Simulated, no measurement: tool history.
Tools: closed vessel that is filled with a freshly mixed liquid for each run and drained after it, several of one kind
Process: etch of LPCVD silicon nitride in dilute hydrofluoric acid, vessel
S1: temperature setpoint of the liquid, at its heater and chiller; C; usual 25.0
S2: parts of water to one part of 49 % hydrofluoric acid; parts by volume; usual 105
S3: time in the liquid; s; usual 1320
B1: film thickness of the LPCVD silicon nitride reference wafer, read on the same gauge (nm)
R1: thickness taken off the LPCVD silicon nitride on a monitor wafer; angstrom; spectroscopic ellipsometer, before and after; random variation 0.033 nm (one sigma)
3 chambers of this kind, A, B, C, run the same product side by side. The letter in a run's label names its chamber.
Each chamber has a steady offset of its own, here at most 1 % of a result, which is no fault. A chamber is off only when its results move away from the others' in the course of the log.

run 1A hour=7.6 | S1=25.0 S2=105 S3=1320 | B1=29.990 | R1=62.087
-- hour=10.1 chamber A: thermometer replaced
run 2C hour=17.7 | S1=25.0 S2=105 S3=1320 | B1=29.991 | R1=62.168
run 3B hour=25.7 | S1=25.0 S2=105 S3=1320 | B1=30.041 | R1=61.904
run 4C hour=37.2 | S1=25.0 S2=105 S3=1320 | B1=29.971 | R1=62.589
run 5A hour=48.8 | S1=25.0 S2=105 S3=1320 | B1=29.966 | R1=62.129
run 6B hour=57.5 | S1=25.0 S2=105 S3=1320 | B1=30.000 | R1=62.373
run 7B hour=64.6 | S1=25.0 S2=105 S3=1320 | B1=30.008 | R1=63.441
run 8C hour=72.8 | S1=25.0 S2=105 S3=1320 | B1=30.020 | R1=62.105
run 9A hour=87.8 | S1=25.0 S2=105 S3=1320 | B1=30.001 | R1=62.166
run 10A hour=100.4 | S1=25.0 S2=105 S3=1320 | B1=30.011 | R1=62.115
run 11C hour=109.6 | S1=25.0 S2=105 S3=1320 | B1=29.987 | R1=63.143
run 12B hour=121.6 | S1=25.0 S2=105 S3=1320 | B1=30.001 | R1=64.037
run 13C hour=128.8 | S1=25.0 S2=105 S3=1320 | B1=29.949 | R1=62.285
run 14B hour=135.8 | S1=22.5 S2=105 S3=1320 | B1=30.063 | R1=54.506
run 15A hour=149.1 | S1=22.5 S2=105 S3=1320 | B1=29.955 | R1=52.238
run 16C hour=164.5 | S1=22.5 S2=105 S3=1320 | B1=29.992 | R1=52.983
run 17A hour=177.6 | S1=25.0 S2=105 S3=1320 | B1=29.983 | R1=61.579
run 18B hour=189.3 | S1=25.0 S2=105 S3=1320 | B1=29.976 | R1=65.121
run 19B hour=204.2 | S1=25.0 S2=105 S3=1320 | B1=30.034 | R1=65.640
run 20C hour=218.0 | S1=25.0 S2=105 S3=1320 | B1=29.984 | R1=62.304
run 21A hour=233.2 | S1=25.0 S2=105 S3=1320 | B1=29.969 | R1=62.453
run 22C hour=245.8 | S1=25.0 S2=105 S3=1320 | B1=29.951 | R1=63.138
run 23B hour=255.3 | S1=25.0 S2=105 S3=1320 | B1=30.027 | R1=65.719

What goes on in this fleet: one chamber off, a drifting gauge, or nothing beyond the chambers' own small offsets? Name the chamber and the cause, if any.

Chamber B drifts away from the others.
Cause: liquid hotter than its thermometer reads (K) = 0.822.
The log may not tell that from: hydrofluoric acid flow above the setpoint (%).

Here are 4 candidates for chamber B's next run, each the usual settings with a change, their results left as question marks. Which one brings its results back in line with what the others give on the usual settings?
In line means no further than this from the other chambers' mean on the usual settings: R1 1.200 angstrom
run 24B-1 hour=266.3 | S1=25.0 S2=100 S3=1390 | R1=?
run 24B-2 hour=266.3 | S1=25.0 S2=105 S3=1250 | R1=?
run 24B-3 hour=266.3 | S1=23.5 S2=105 S3=1320 | R1=?
run 24B-4 hour=266.3 | S1=25.0 S2=105 S3=1395 | R1=?

The other chambers' mean on the usual settings: R1 62.339 angstrom
run=24B-1 R1=73.040
run=24B-2 R1=62.605
run=24B-3 R1=59.993
run=24B-4 R1=69.867
24B-2 brings the chamber back in line.
